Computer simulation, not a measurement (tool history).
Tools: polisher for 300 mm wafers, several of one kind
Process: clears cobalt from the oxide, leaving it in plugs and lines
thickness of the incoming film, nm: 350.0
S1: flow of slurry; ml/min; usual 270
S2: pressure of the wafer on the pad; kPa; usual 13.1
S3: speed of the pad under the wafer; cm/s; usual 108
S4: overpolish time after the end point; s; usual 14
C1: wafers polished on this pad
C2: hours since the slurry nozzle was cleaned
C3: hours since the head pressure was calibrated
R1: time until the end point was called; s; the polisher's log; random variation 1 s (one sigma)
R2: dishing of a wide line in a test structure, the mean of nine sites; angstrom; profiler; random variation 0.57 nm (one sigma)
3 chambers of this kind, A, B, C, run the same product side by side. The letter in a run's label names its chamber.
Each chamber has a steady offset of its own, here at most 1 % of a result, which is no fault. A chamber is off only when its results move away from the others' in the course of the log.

run	hour	S1	S2	S3	S4	C1	C2	C3	R1	R2
1C	8.8	270	13.1	108	14	556	143.1	764.1	67.325	443.50
# hour 11.3: chamber C: worn pad replaced by a new one
2A	16.1	270	13.1	108	14	833	425.9	68.2	66.889	428.29
3B	26.5	270	13.1	108	14	994	649.3	340.6	69.404	454.67
4A	37.2	270	13.1	108	14	1012	447.0	89.3	67.742	455.15
5C	49.4	270	13.1	108	14	324	183.7	804.7	67.885	443.79
6B	56.6	270	16.5	108	19	1250	679.4	370.7	54.805	560.94
# hour 60.4: chamber A: worn pad replaced by a new one
7C	64.4	270	16.5	108	19	451	198.7	819.7	54.192	583.07
8A	77.2	270	16.5	108	19	143	487.0	129.3	53.916	570.87
9B	85.8	270	13.1	108	14	1498	708.6	399.9	68.455	442.92
10C	92.3	345	13.1	108	14	688	226.6	847.6	66.318	447.55
# hour 96.3: chamber C: worn pad replaced by a new one
11A	101.9	345	13.1	108	14	352	511.7	154.0	67.228	454.65
# hour 103.8: chamber A: slurry nozzle cleaned
12B	114.0	345	13.1	108	14	1738	736.8	428.1	66.369	447.69
13C	122.9	270	13.1	108	14	226	257.2	878.2	67.926	442.78
14B	134.5	270	13.1	108	14	1912	757.3	448.6	67.231	436.66
# hour 139.7: chamber C: slurry nozzle cleaned
15A	141.5	270	13.1	108	14	689	37.8	193.6	65.922	444.68
# hour 144.5: chamber B: slurry nozzle cleaned
16B	148.4	270	13.1	108	14	2030	3.9	462.5	66.712	434.48
17C	157.6	305	13.1	78	14	521	18.0	912.9	93.064	368.19
18A	170.0	305	13.1	78	14	931	66.3	222.1	94.927	371.23
# hour 171.9: chamber C: worn pad replaced by a new one
19C	183.5	305	13.1	78	14	99	43.9	938.8	94.175	366.84
20B	192.4	270	13.1	108	14	2403	47.9	506.5	68.529	426.56
21A	204.7	270	13.1	108	14	1226	101.0	256.8	68.137	446.23
# hour 204.9: chamber A: worn pad replaced by a new one
22C	214.8	270	13.1	108	14	365	75.2	970.1	67.593	444.91
23B	226.5	270	13.1	108	14	2693	82.0	540.6	68.635	434.50
24A	232.4	270	13.1	108	14	234	128.7	284.5	67.664	447.15
25B	245.8	270	13.1	108	14	2857	101.3	559.9	70.709	431.32
# hour 255.3: chamber C: worn pad replaced by a new one
26C	259.0	270	13.1	108	14	31	119.4	1014.3	67.138	443.51
27A	270.1	270	13.1	108	14	554	166.4	322.2	66.834	445.36
28C	278.3	270	13.1	108	14	195	138.7	1033.6	67.033	435.99
29B	291.1	270	13.1	108	14	3242	146.6	605.2	70.404	434.47
30A	299.8	270	13.1	108	14	806	196.1	351.9	66.315	441.60
31A	308.4	270	13.1	108	14	879	204.7	360.5	69.300	447.84
# hour 314.3: chamber A: worn pad replaced by a new one
32B	319.1	270	13.1	108	14	3480	174.6	633.2	72.378	417.91
# hour 325.6: chamber C: worn pad replaced by a new one
33C	327.5	270	13.1	108	14	16	187.9	1082.8	67.198	445.90
34C	340.4	270	13.1	108	14	125	200.8	1095.7	66.263	437.31
35A	349.4	270	13.1	108	14	298	245.7	401.5	68.308	439.86
36B	361.5	270	13.1	108	14	3840	217.0	675.6	74.161	418.88

Next, every chamber runs the same settings. What will each give?
37A	371.1	270	13.1	108	14				?	?
37B	371.1	270	13.1	108	14				?	?
37C	371.1	270	13.1	108	14				?	?

run	R1	R2
37A	69.277	455.82
37B	71.460	418.87
37C	66.070	440.02
